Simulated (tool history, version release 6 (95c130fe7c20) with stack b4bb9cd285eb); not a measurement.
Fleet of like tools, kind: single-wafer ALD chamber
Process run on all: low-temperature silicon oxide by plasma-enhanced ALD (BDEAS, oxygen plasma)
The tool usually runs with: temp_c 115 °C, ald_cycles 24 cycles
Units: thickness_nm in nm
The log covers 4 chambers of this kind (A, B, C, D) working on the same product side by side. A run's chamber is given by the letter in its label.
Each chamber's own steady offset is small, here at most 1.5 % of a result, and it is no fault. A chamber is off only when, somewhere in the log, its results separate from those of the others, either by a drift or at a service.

run	day	temp_c	ald_cycles	hours since the last thermocouple change	read-back reference wafer on the same gauge, thickness_nm	thickness_nm
1A	0.488	115	24	1352.0	3.0792	3.3274
2C	1.067	115	24	896.3	3.0793	3.3592
3D	1.604	115	24	1680.9	3.0794	3.3676
4B	1.896	115	24	1843.4	3.0799	3.3164
5C	2.429	115	24	929.0	3.0794	3.3546
6D	2.975	115	24	1713.8	3.0795	3.3790
7B	3.262	115	24	1876.2	3.0800	3.3231
8A	3.629	115	24	1427.4	3.0779	3.3246
9A	3.938	106	27	1434.8	3.0811	3.8157
10B	4.475	106	27	1905.3	3.0802	3.8051
11C	5.025	106	27	991.3	3.0771	3.8411
12D	5.408	106	27	1772.2	3.0787	3.8767
13B	5.988	115	24	1941.6	3.0796	3.3216
14A	6.396	115	26	1493.8	3.0792	3.6084
15C	6.721	115	26	1032.0	3.0800	3.6233
16D	7.042	115	26	1811.4	3.0804	3.6473
17C	7.567	115	26	1052.3	3.0810	3.6112
18B	8.092	123	22	1992.1	3.0796	3.0025
19A	8.404	123	22	1542.0	3.0802	3.0079
# day 8.617: chamber A: thermocouple changed; heater temperature recalibrated
20D	8.942	123	22	1857.0	3.0803	3.0562
21B	9.262	123	22	2020.2	3.0784	3.0100
22D	9.633	115	24	1873.6	3.0812	3.3824
23A	9.900	115	24	30.9	3.0811	3.3379
24C	10.462	115	24	1121.8	3.0812	3.3522
25D	10.846	115	24	1902.7	3.0793	3.3819
26C	11.300	115	24	1141.9	3.0798	3.3379
27A	11.629	115	24	72.4	3.0798	3.3319

All chambers now run identical settings, listed one chamber a line with results as question marks. What results will each chamber show?
28A	12.054	120	24			?
28B	12.054	120	24			?
28C	12.054	120	24			?
28D	12.054	120	24			?

run	thickness_nm
28A	3.2986
28B	3.2859
28C	3.3104
28D	3.3348

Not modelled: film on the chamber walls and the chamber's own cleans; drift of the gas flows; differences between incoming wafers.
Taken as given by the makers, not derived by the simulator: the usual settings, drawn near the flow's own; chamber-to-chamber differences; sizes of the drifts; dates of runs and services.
